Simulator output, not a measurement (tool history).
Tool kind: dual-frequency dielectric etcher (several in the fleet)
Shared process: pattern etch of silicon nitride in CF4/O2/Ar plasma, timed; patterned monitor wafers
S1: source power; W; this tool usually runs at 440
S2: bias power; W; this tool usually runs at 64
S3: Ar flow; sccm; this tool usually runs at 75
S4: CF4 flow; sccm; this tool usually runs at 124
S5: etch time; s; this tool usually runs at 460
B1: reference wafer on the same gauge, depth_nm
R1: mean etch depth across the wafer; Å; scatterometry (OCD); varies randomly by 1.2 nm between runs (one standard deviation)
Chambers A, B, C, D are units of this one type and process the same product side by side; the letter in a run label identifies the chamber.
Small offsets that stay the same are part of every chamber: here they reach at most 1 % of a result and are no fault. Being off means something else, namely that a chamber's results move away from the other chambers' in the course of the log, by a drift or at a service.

run,hour,S1,S2,S3,S4,S5,B1,R1
1C,4.4,440,64,75,124,460,796.33,9140.0
2D,8.7,440,64,75,124,460,796.04,9083.1
3B,14.6,440,64,75,124,460,796.29,9161.5
4A,22.4,440,64,75,124,460,796.42,9016.0
5A,25.9,440,64,75,124,460,796.67,9028.8
6C,32.7,440,64,75,124,460,796.77,9149.7
7B,37.4,440,64,75,124,460,797.16,9146.5
8D,45.3,440,64,75,124,460,797.44,9116.1
9B,51.0,440,64,75,124,460,797.62,9142.0
10D,54.7,440,64,75,124,460,797.68,9088.3
11C,60.5,440,64,75,124,460,797.81,9149.8
12A,65.1,440,64,75,124,460,797.96,9038.4
# hour 67.1: chamber D: wet clean of the chamber
13D,71.5,440,64,75,124,460,797.94,9086.7
14C,78.3,440,64,75,124,460,798.28,9157.1
15B,83.1,440,64,75,124,460,798.81,9171.4
16A,90.0,440,64,75,124,460,798.62,9042.9
17B,94.9,440,64,75,124,460,798.58,9154.7
18D,102.6,440,64,75,124,460,798.71,9092.7
19C,110.6,440,64,75,124,460,798.83,9164.3
20A,115.9,440,64,75,96,460,799.39,8825.6
21C,120.9,440,64,75,96,460,799.53,8961.5
22A,128.4,440,64,75,96,460,799.58,8839.2
23B,135.9,440,64,75,96,460,799.84,8959.8
24D,142.3,350,64,75,124,460,800.21,7473.7
25D,150.2,350,64,75,124,460,800.45,7489.4

Predict what each chamber gives when all 4 of them run the settings below next.
26A,156.1,440,64,75,124,460,,?
26B,156.1,440,64,75,124,460,,?
26C,156.1,440,64,75,124,460,,?
26D,156.1,440,64,75,124,460,,?

run,R1
26A,9071.0
26B,9172.9
26C,9170.6
26D,9112.5

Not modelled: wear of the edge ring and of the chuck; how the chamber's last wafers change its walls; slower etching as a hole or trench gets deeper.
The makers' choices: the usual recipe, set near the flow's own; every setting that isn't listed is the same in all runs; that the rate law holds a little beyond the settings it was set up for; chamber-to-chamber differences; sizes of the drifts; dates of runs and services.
